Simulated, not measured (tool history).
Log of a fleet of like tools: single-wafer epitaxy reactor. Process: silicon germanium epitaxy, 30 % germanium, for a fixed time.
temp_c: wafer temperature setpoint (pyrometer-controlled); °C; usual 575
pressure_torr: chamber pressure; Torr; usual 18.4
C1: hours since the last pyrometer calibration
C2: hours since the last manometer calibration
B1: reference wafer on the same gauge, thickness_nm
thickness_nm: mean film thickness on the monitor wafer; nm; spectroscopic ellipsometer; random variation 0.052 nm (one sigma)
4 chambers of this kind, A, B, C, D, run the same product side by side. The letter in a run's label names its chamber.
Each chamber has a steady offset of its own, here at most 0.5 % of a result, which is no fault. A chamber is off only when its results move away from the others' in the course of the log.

run 1A day=0.475 | temp_c=575 pressure_torr=18.4 | C1=1501.9 C2=1197.9 | B1=36.209 | thickness_nm=35.783
-- day=0.546 chamber C: pyrometer calibrated
run 2C day=0.783 | temp_c=575 pressure_torr=18.4 | C1=5.7 C2=1493.9 | B1=36.208 | thickness_nm=35.888
run 3B day=1.071 | temp_c=575 pressure_torr=18.4 | C1=787.5 C2=424.1 | B1=36.215 | thickness_nm=35.702
run 4D day=1.408 | temp_c=575 pressure_torr=18.4 | C1=520.1 C2=786.6 | B1=36.229 | thickness_nm=35.533
run 5A day=1.725 | temp_c=575 pressure_torr=18.4 | C1=1531.9 C2=1227.9 | B1=36.231 | thickness_nm=35.802
run 6C day=2.138 | temp_c=569 pressure_torr=20.0 | C1=38.2 C2=1526.4 | B1=36.234 | thickness_nm=32.991
run 7B day=2.642 | temp_c=569 pressure_torr=20.0 | C1=825.2 C2=461.8 | B1=36.244 | thickness_nm=32.853
run 8D day=3.000 | temp_c=569 pressure_torr=20.0 | C1=558.3 C2=824.8 | B1=36.242 | thickness_nm=32.871
run 9B day=3.521 | temp_c=569 pressure_torr=20.0 | C1=846.3 C2=482.9 | B1=36.240 | thickness_nm=32.894
run 10A day=3.962 | temp_c=567 pressure_torr=14.7 | C1=1585.6 C2=1281.6 | B1=36.266 | thickness_nm=28.115
run 11D day=4.521 | temp_c=567 pressure_torr=14.7 | C1=594.8 C2=861.3 | B1=36.246 | thickness_nm=27.745
run 12C day=4.888 | temp_c=567 pressure_torr=14.7 | C1=104.2 C2=1592.4 | B1=36.265 | thickness_nm=28.043
run 13B day=5.246 | temp_c=567 pressure_torr=14.7 | C1=887.7 C2=524.3 | B1=36.272 | thickness_nm=28.070
-- day=5.254 chamber A: pyrometer calibrated
run 14C day=5.533 | temp_c=575 pressure_torr=18.4 | C1=119.7 C2=1607.9 | B1=36.279 | thickness_nm=35.859
run 15A day=5.933 | temp_c=575 pressure_torr=18.4 | C1=16.4 C2=1328.9 | B1=36.271 | thickness_nm=35.828
run 16D day=6.308 | temp_c=575 pressure_torr=18.4 | C1=637.7 C2=904.2 | B1=36.270 | thickness_nm=35.547
run 17B day=6.758 | temp_c=575 pressure_torr=18.4 | C1=924.0 C2=560.6 | B1=36.293 | thickness_nm=35.861
run 18A day=7.038 | temp_c=575 pressure_torr=18.4 | C1=42.9 C2=1355.4 | B1=36.292 | thickness_nm=35.813
run 19D day=7.467 | temp_c=575 pressure_torr=18.4 | C1=665.5 C2=932.0 | B1=36.302 | thickness_nm=35.639
run 20C day=7.954 | temp_c=575 pressure_torr=18.4 | C1=177.8 C2=1666.0 | B1=36.315 | thickness_nm=35.988
run 21B day=8.442 | temp_c=583 pressure_torr=16.3 | C1=964.4 C2=601.0 | B1=36.318 | thickness_nm=39.774
run 22D day=8.821 | temp_c=583 pressure_torr=16.3 | C1=698.0 C2=964.5 | B1=36.329 | thickness_nm=39.531
run 23C day=9.225 | temp_c=583 pressure_torr=16.3 | C1=208.3 C2=1696.5 | B1=36.329 | thickness_nm=39.851
run 24A day=9.821 | temp_c=583 pressure_torr=16.3 | C1=109.7 C2=1422.2 | B1=36.326 | thickness_nm=39.665
run 25B day=10.092 | temp_c=575 pressure_torr=18.4 | C1=1004.0 C2=640.6 | B1=36.327 | thickness_nm=35.893
run 26D day=10.654 | temp_c=575 pressure_torr=18.4 | C1=742.0 C2=1008.5 | B1=36.320 | thickness_nm=35.711
run 27C day=11.100 | temp_c=575 pressure_torr=18.4 | C1=253.3 C2=1741.5 | B1=36.343 | thickness_nm=36.012
run 28A day=11.458 | temp_c=575 pressure_torr=18.4 | C1=149.0 C2=1461.5 | B1=36.361 | thickness_nm=35.886
run 29D day=12.008 | temp_c=575 pressure_torr=18.4 | C1=774.5 C2=1041.0 | B1=36.350 | thickness_nm=35.697
run 30A day=12.308 | temp_c=584 pressure_torr=18.4 | C1=169.4 C2=1481.9 | B1=36.365 | thickness_nm=42.565
run 31B day=12.908 | temp_c=584 pressure_torr=18.4 | C1=1071.6 C2=708.2 | B1=36.367 | thickness_nm=42.518
-- day=13.150 chamber D: capacitance manometer re-zeroed and calibrated
run 32C day=13.275 | temp_c=584 pressure_torr=18.4 | C1=305.5 C2=1793.7 | B1=36.386 | thickness_nm=42.868
run 33C day=13.767 | temp_c=584 pressure_torr=18.4 | C1=317.3 C2=1805.5 | B1=36.370 | thickness_nm=42.905
run 34A day=14.058 | temp_c=575 pressure_torr=22.3 | C1=211.4 C2=1523.9 | B1=36.380 | thickness_nm=38.704
run 35B day=14.633 | temp_c=575 pressure_torr=22.3 | C1=1113.0 C2=749.6 | B1=36.391 | thickness_nm=38.744
run 36D day=15.046 | temp_c=575 pressure_torr=22.3 | C1=847.4 C2=45.5 | B1=36.389 | thickness_nm=38.623
run 37C day=15.567 | temp_c=575 pressure_torr=22.3 | C1=360.5 C2=1848.7 | B1=36.404 | thickness_nm=38.803
run 38B day=16.075 | temp_c=575 pressure_torr=21.5 | C1=1147.6 C2=784.2 | B1=36.408 | thickness_nm=38.153

Next, every chamber runs the same settings. What will each give?
run 39A day=16.512 | temp_c=575 pressure_torr=18.4 | thickness_nm=?
run 39B day=16.512 | temp_c=575 pressure_torr=18.4 | thickness_nm=?
run 39C day=16.512 | temp_c=575 pressure_torr=18.4 | thickness_nm=?
run 39D day=16.512 | temp_c=575 pressure_torr=18.4 | thickness_nm=?

run=39A thickness_nm=36.034
run=39B thickness_nm=35.933
run=39C thickness_nm=36.014
run=39D thickness_nm=35.700

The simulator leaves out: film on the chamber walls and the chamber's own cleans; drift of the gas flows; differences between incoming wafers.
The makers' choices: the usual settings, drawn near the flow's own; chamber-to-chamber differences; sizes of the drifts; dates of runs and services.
